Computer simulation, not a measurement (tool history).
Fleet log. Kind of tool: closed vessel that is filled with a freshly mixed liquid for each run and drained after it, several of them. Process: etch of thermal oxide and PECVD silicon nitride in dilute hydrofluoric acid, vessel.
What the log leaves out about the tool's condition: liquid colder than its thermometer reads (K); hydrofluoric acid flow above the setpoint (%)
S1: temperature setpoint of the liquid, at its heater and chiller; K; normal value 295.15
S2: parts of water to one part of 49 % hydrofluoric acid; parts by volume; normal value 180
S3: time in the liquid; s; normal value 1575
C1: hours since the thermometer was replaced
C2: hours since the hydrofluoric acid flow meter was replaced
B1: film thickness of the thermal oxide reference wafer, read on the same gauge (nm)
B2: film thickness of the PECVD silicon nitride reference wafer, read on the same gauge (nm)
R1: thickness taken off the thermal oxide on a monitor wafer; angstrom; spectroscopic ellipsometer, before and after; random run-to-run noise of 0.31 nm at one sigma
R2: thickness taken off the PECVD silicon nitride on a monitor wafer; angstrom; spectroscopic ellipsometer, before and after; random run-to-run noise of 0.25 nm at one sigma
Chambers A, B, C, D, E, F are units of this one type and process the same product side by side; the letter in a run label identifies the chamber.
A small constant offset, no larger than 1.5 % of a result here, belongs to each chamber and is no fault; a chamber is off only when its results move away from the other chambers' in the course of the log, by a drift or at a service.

{"run": "1C", "hour": 5.9, "S1": 295.15, "S2": 180, "S3": 1575, "C1": 2872.1, "C2": 2031.4, "B1": 69.983, "B2": 140, "R1": 340.12, "R2": 344.31}
{"run": "2D", "hour": 11.4, "S1": 295.15, "S2": 180, "S3": 1575, "C1": 1205.9, "C2": 1000.7, "B1": 69.997, "B2": 139.98, "R1": 343.56, "R2": 354.9}
{"hour": 14.9, "done": "chamber E: hydrofluoric acid flow meter replaced"}
{"run": "3F", "hour": 17.6, "S1": 295.15, "S2": 180, "S3": 1575, "C1": 339.6, "C2": 1107.5, "B1": 69.983, "B2": 139.95, "R1": 328.95, "R2": 350.11}
{"run": "4A", "hour": 27.6, "S1": 295.15, "S2": 180, "S3": 1575, "C1": 578.8, "C2": 708.8, "B1": 70.006, "B2": 140.05, "R1": 340.33, "R2": 349.92}
{"run": "5B", "hour": 39.6, "S1": 295.15, "S2": 180, "S3": 1575, "C1": 1360.9, "C2": 1160.6, "B1": 70.032, "B2": 140.04, "R1": 341.97, "R2": 350.76}
{"run": "6E", "hour": 45.3, "S1": 295.15, "S2": 180, "S3": 1575, "C1": 1271.1, "C2": 30.4, "B1": 70.025, "B2": 139.98, "R1": 345.05, "R2": 347.85}
{"run": "7D", "hour": 51.7, "S1": 295.15, "S2": 180, "S3": 1575, "C1": 1246.2, "C2": 1041, "B1": 69.995, "B2": 140.01, "R1": 342.9, "R2": 349.57}
{"run": "8F", "hour": 63.4, "S1": 295.15, "S2": 180, "S3": 1575, "C1": 385.4, "C2": 1153.3, "B1": 70.014, "B2": 140.01, "R1": 340.42, "R2": 351.99}
{"run": "9C", "hour": 75.0, "S1": 295.15, "S2": 180, "S3": 1575, "C1": 2941.2, "C2": 2100.5, "B1": 70.008, "B2": 140.02, "R1": 338.54, "R2": 347.46}
{"run": "10B", "hour": 83.0, "S1": 295.15, "S2": 180, "S3": 1575, "C1": 1404.3, "C2": 1204, "B1": 69.985, "B2": 139.96, "R1": 338.06, "R2": 350.61}
{"run": "11A", "hour": 94.1, "S1": 295.15, "S2": 180, "S3": 1575, "C1": 645.3, "C2": 775.3, "B1": 69.998, "B2": 139.99, "R1": 338.99, "R2": 351.98}
{"run": "12E", "hour": 103.4, "S1": 299.15, "S2": 180, "S3": 870, "C1": 1329.2, "C2": 88.5, "B1": 70.009, "B2": 139.97, "R1": 218.25, "R2": 248.27}
{"run": "13A", "hour": 114.8, "S1": 299.15, "S2": 180, "S3": 870, "C1": 666, "C2": 796, "B1": 70.003, "B2": 140.01, "R1": 219.22, "R2": 252.73}
{"run": "14E", "hour": 124.8, "S1": 299.15, "S2": 180, "S3": 870, "C1": 1350.6, "C2": 109.9, "B1": 70.02, "B2": 140, "R1": 217.94, "R2": 249.9}
{"run": "15F", "hour": 135.3, "S1": 299.15, "S2": 180, "S3": 870, "C1": 457.3, "C2": 1225.2, "B1": 69.999, "B2": 139.93, "R1": 217.59, "R2": 251.82}
{"hour": 144.1, "done": "chamber C: hydrofluoric acid flow meter replaced"}
{"run": "16D", "hour": 147.0, "S1": 299.15, "S2": 180, "S3": 870, "C1": 1341.5, "C2": 1136.3, "B1": 70.027, "B2": 139.99, "R1": 213.2, "R2": 249.31}
{"run": "17C", "hour": 155.5, "S1": 299.15, "S2": 180, "S3": 870, "C1": 3021.7, "C2": 11.5, "B1": 70.005, "B2": 139.99, "R1": 219.56, "R2": 250.52}
{"run": "18B", "hour": 165.3, "S1": 295.15, "S2": 180, "S3": 1575, "C1": 1486.6, "C2": 1286.3, "B1": 70.001, "B2": 140.02, "R1": 342.3, "R2": 347.11}
{"run": "19A", "hour": 176.4, "S1": 295.15, "S2": 180, "S3": 1290, "C1": 727.6, "C2": 857.6, "B1": 70.016, "B2": 139.98, "R1": 278.24, "R2": 287.43}
{"run": "20B", "hour": 183.2, "S1": 295.15, "S2": 180, "S3": 1290, "C1": 1504.5, "C2": 1304.2, "B1": 69.993, "B2": 140.02, "R1": 277.41, "R2": 287.96}
{"run": "21D", "hour": 194.5, "S1": 295.15, "S2": 180, "S3": 1290, "C1": 1389, "C2": 1183.8, "B1": 70.009, "B2": 140.01, "R1": 278.25, "R2": 285.67}
{"run": "22E", "hour": 202.3, "S1": 295.15, "S2": 180, "S3": 1290, "C1": 1428.1, "C2": 187.4, "B1": 70.006, "B2": 140, "R1": 283.45, "R2": 287.26}
{"run": "23F", "hour": 211.7, "S1": 295.15, "S2": 180, "S3": 1290, "C1": 533.7, "C2": 1301.6, "B1": 70.009, "B2": 140.04, "R1": 272.28, "R2": 291.39}
{"run": "24C", "hour": 217.0, "S1": 295.15, "S2": 180, "S3": 1290, "C1": 3083.2, "C2": 73, "B1": 69.976, "B2": 140, "R1": 276.76, "R2": 285.9}
{"run": "25E", "hour": 225.5, "S1": 295.15, "S2": 180, "S3": 1575, "C1": 1451.3, "C2": 210.6, "B1": 69.995, "B2": 140.02, "R1": 344.84, "R2": 348.89}
{"run": "26A", "hour": 231.2, "S1": 295.15, "S2": 180, "S3": 1575, "C1": 782.4, "C2": 912.4, "B1": 69.999, "B2": 140, "R1": 338.49, "R2": 354.15}
{"run": "27C", "hour": 236.8, "S1": 295.15, "S2": 180, "S3": 1575, "C1": 3103, "C2": 92.8, "B1": 69.988, "B2": 140.01, "R1": 337.53, "R2": 347.54}
{"run": "28B", "hour": 244.8, "S1": 295.15, "S2": 180, "S3": 1575, "C1": 1566.1, "C2": 1365.8, "B1": 70.034, "B2": 139.99, "R1": 339.73, "R2": 350.82}
{"run": "29F", "hour": 256.8, "S1": 295.15, "S2": 180, "S3": 1575, "C1": 578.8, "C2": 1346.7, "B1": 69.988, "B2": 139.99, "R1": 335.93, "R2": 350.28}
{"run": "30D", "hour": 262.7, "S1": 295.15, "S2": 180, "S3": 1575, "C1": 1457.2, "C2": 1252, "B1": 69.973, "B2": 139.98, "R1": 339.51, "R2": 349.41}
{"run": "31A", "hour": 272.0, "S1": 295.15, "S2": 180, "S3": 1575, "C1": 823.2, "C2": 953.2, "B1": 70.012, "B2": 140, "R1": 341.96, "R2": 355.44}
{"run": "32D", "hour": 283.2, "S1": 295.15, "S2": 180, "S3": 1575, "C1": 1477.7, "C2": 1272.5, "B1": 70.012, "B2": 140.03, "R1": 343.08, "R2": 352.41}
{"hour": 287.4, "done": "chamber F: thermometer replaced"}
{"run": "33B", "hour": 295.2, "S1": 295.15, "S2": 180, "S3": 1575, "C1": 1616.5, "C2": 1416.2, "B1": 70.044, "B2": 139.99, "R1": 341.15, "R2": 349.93}
{"hour": 305.2, "done": "chamber B: thermometer replaced"}
{"run": "34E", "hour": 307.0, "S1": 295.15, "S2": 180, "S3": 1575, "C1": 1532.8, "C2": 292.1, "B1": 70.017, "B2": 140, "R1": 341.51, "R2": 354.96}
{"hour": 312.2, "done": "chamber C: thermometer replaced"}
{"run": "35C", "hour": 315.2, "S1": 295.15, "S2": 180, "S3": 1575, "C1": 3.1, "C2": 171.2, "B1": 70.018, "B2": 139.95, "R1": 334, "R2": 352.45}
{"run": "36F", "hour": 321.4, "S1": 295.15, "S2": 180, "S3": 1575, "C1": 34.1, "C2": 1411.3, "B1": 70.009, "B2": 139.98, "R1": 331.65, "R2": 354.49}
{"run": "37F", "hour": 327.0, "S1": 292.15, "S2": 180, "S3": 1575, "C1": 39.7, "C2": 1416.9, "B1": 69.98, "B2": 140.01, "R1": 293.33, "R2": 285.38}
{"run": "38D", "hour": 338.4, "S1": 292.15, "S2": 180, "S3": 1575, "C1": 1532.9, "C2": 1327.7, "B1": 70.004, "B2": 139.94, "R1": 305.26, "R2": 288.83}
{"run": "39C", "hour": 344.7, "S1": 292.15, "S2": 180, "S3": 1575, "C1": 32.6, "C2": 200.7, "B1": 69.988, "B2": 140.01, "R1": 304.02, "R2": 286.26}
{"run": "40E", "hour": 350.1, "S1": 292.15, "S2": 180, "S3": 1575, "C1": 1575.9, "C2": 335.2, "B1": 69.996, "B2": 140.05, "R1": 306.36, "R2": 287.61}
{"run": "41B", "hour": 357.1, "S1": 292.15, "S2": 180, "S3": 1575, "C1": 52, "C2": 1478.1, "B1": 70.008, "B2": 140.02, "R1": 302.09, "R2": 286.49}
{"run": "42A", "hour": 363.8, "S1": 292.15, "S2": 180, "S3": 1575, "C1": 915, "C2": 1045, "B1": 69.964, "B2": 139.99, "R1": 306.9, "R2": 291.42}
{"run": "43E", "hour": 370.7, "S1": 295.15, "S2": 180, "S3": 1575, "C1": 1596.5, "C2": 355.8, "B1": 70.02, "B2": 140.02, "R1": 343.16, "R2": 353.62}
{"run": "44B", "hour": 381.0, "S1": 295.15, "S2": 180, "S3": 1575, "C1": 75.9, "C2": 1502, "B1": 69.982, "B2": 140.01, "R1": 341.85, "R2": 353.54}

All chambers now run identical settings, listed one chamber a line with results as question marks. What results will each chamber show?
{"run": "45A", "hour": 389.7, "S1": 295.15, "S2": 180, "S3": 1575, "R1": "?", "R2": "?"}
{"run": "45B", "hour": 389.7, "S1": 295.15, "S2": 180, "S3": 1575, "R1": "?", "R2": "?"}
{"run": "45C", "hour": 389.7, "S1": 295.15, "S2": 180, "S3": 1575, "R1": "?", "R2": "?"}
{"run": "45D", "hour": 389.7, "S1": 295.15, "S2": 180, "S3": 1575, "R1": "?", "R2": "?"}
{"run": "45E", "hour": 389.7, "S1": 295.15, "S2": 180, "S3": 1575, "R1": "?", "R2": "?"}
{"run": "45F", "hour": 389.7, "S1": 295.15, "S2": 180, "S3": 1575, "R1": "?", "R2": "?"}

run=45A R1=337.64 R2=352.52
run=45B R1=339.89 R2=354.42
run=45C R1=336.11 R2=351.7
run=45D R1=341.39 R2=348.48
run=45E R1=342.12 R2=351.03
run=45F R1=333.53 R2=351.98

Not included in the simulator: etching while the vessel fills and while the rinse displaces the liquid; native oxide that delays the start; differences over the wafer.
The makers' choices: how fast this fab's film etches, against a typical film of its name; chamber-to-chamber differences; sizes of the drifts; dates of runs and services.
